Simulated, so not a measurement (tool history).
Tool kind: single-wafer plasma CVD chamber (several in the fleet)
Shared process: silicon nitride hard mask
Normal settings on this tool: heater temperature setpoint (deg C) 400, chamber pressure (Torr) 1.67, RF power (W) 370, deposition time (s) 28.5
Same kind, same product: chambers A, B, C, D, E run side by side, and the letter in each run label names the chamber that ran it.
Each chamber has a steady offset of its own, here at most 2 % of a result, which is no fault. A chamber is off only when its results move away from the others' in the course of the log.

| run | day | heater temperature setpoint (deg C) | chamber pressure (Torr) | RF power (W) | deposition time (s) | hours since the last thermocouple change | hours since the last RF generator calibration | hours since the last manometer calibration | read-back reference wafer on the same gauge, thickness_nm | mean film thickness on the monitor wafer (Å) |
|---|---|---|---|---|---|---|---|---|---|---|
| 1A | 0.338 | 400 | 1.67 | 370 | 28.5 | 13.7 | 463.2 | 1196.8 | 45.62 | 381.69 |
| 2B | 0.588 | 400 | 1.67 | 370 | 28.5 | 1165.4 | 678.6 | 2246.3 | 45.624 | 377.76 |
| 3E | 0.9 | 400 | 1.67 | 370 | 28.5 | 1471.7 | 962.7 | 50 | 45.616 | 374.37 |
| 4C | 1.158 | 400 | 1.67 | 370 | 28.5 | 563.2 | 1208.1 | 949 | 45.64 | 379.6 |
| 5D | 1.383 | 400 | 1.67 | 370 | 28.5 | 553.1 | 973.9 | 801.8 | 45.634 | 377.47 |
| 6D | 1.708 | 400 | 1.67 | 370 | 28.5 | 560.9 | 981.7 | 809.6 | 45.649 | 377.05 |
| 7C | 2.054 | 400 | 1.67 | 370 | 28.5 | 584.7 | 1229.6 | 970.5 | 45.661 | 380.97 |
| 8A | 2.362 | 400 | 1.67 | 370 | 28.5 | 62.3 | 511.8 | 1245.4 | 45.683 | 383.54 |
| 9B | 2.688 | 400 | 1.67 | 370 | 28.5 | 1215.8 | 729 | 2296.7 | 45.674 | 377.67 |
| 10E | 2.917 | 400 | 1.67 | 370 | 28.5 | 1520.1 | 1011.1 | 98.4 | 45.69 | 375.19 |
| 11B | 3.096 | 400 | 1.67 | 370 | 28.5 | 1225.6 | 738.8 | 2306.5 | 45.693 | 378.71 |
| 12A | 3.271 | 400 | 1.67 | 370 | 28.5 | 84.1 | 533.6 | 1267.2 | 45.686 | 383.2 |
| 13E | 3.492 | 400 | 1.67 | 370 | 28.5 | 1533.9 | 1024.9 | 112.2 | 45.693 | 375.03 |
| 14D | 3.796 | 400 | 1.67 | 370 | 28.5 | 611 | 1031.8 | 859.7 | 45.721 | 377.59 |
| 15C | 4.104 | 400 | 1.67 | 370 | 28.5 | 633.9 | 1278.8 | 1019.7 | 45.712 | 380.76 |
|  | 4.221 | chamber A: capacitance manometer re-zeroed and calibrated |
| 16B | 4.442 | 400 | 1.67 | 370 | 28.5 | 1257.9 | 771.1 | 2338.8 | 45.723 | 379.16 |
| 17C | 4.6 | 412 | 1.67 | 345 | 28.5 | 645.8 | 1290.7 | 1031.6 | 45.743 | 363.27 |
| 18E | 4.879 | 412 | 1.67 | 345 | 28.5 | 1567.2 | 1058.2 | 145.5 | 45.745 | 356.56 |
| 19D | 5.054 | 412 | 1.67 | 345 | 28.5 | 641.2 | 1062 | 889.9 | 45.759 | 359.96 |
| 20A | 5.329 | 412 | 1.67 | 345 | 28.5 | 133.5 | 583 | 26.6 | 45.768 | 366.44 |
| 21C | 5.662 | 412 | 1.67 | 345 | 28.5 | 671.3 | 1316.2 | 1057.1 | 45.767 | 363.52 |
| 22B | 5.967 | 400 | 1.67 | 370 | 28.5 | 1294.5 | 807.7 | 2375.4 | 45.771 | 380.07 |
| 23D | 6.321 | 395 | 1.53 | 370 | 28.5 | 671.6 | 1092.4 | 920.3 | 45.794 | 368.98 |
| 24A | 6.654 | 395 | 1.53 | 370 | 28.5 | 165.3 | 614.8 | 58.4 | 45.794 | 376.01 |
| 25E | 6.838 | 395 | 1.53 | 370 | 28.5 | 1614.2 | 1105.2 | 192.5 | 45.813 | 366.52 |
| 26A | 7.038 | 395 | 1.53 | 370 | 28.5 | 174.5 | 624 | 67.6 | 45.813 | 376.92 |
| 27B | 7.212 | 395 | 1.53 | 370 | 28.5 | 1324.4 | 837.6 | 2405.3 | 45.811 | 370.86 |
| 28C | 7.383 | 400 | 1.67 | 370 | 28.5 | 712.6 | 1357.5 | 1098.4 | 45.823 | 382.32 |
| 29E | 7.604 | 400 | 1.67 | 370 | 28.5 | 1632.6 | 1123.6 | 210.9 | 45.826 | 376.7 |
| 30D | 7.838 | 400 | 1.41 | 370 | 26.3 | 708 | 1128.8 | 956.7 | 45.841 | 331.9 |
| 31D | 8.15 | 400 | 1.41 | 370 | 26.3 | 715.5 | 1136.3 | 964.2 | 45.853 | 331.63 |
| 32B | 8.4 | 400 | 1.41 | 370 | 26.3 | 1352.9 | 866.1 | 2433.8 | 45.847 | 334.22 |

Each of the 5 chambers runs these same settings next. Fill in every chamber's results:
| 33A | 8.658 | 400 | 1.67 | 370 | 28.5 |  |  |  |  | ? |
| 33B | 8.658 | 400 | 1.67 | 370 | 28.5 |  |  |  |  | ? |
| 33C | 8.658 | 400 | 1.67 | 370 | 28.5 |  |  |  |  | ? |
| 33D | 8.658 | 400 | 1.67 | 370 | 28.5 |  |  |  |  | ? |
| 33E | 8.658 | 400 | 1.67 | 370 | 28.5 |  |  |  |  | ? |

| run | mean film thickness on the monitor wafer (Å) |
|---|---|
| 33A | 384.53 |
| 33B | 380.03 |
| 33C | 382.32 |
| 33D | 379.46 |
| 33E | 376.07 |

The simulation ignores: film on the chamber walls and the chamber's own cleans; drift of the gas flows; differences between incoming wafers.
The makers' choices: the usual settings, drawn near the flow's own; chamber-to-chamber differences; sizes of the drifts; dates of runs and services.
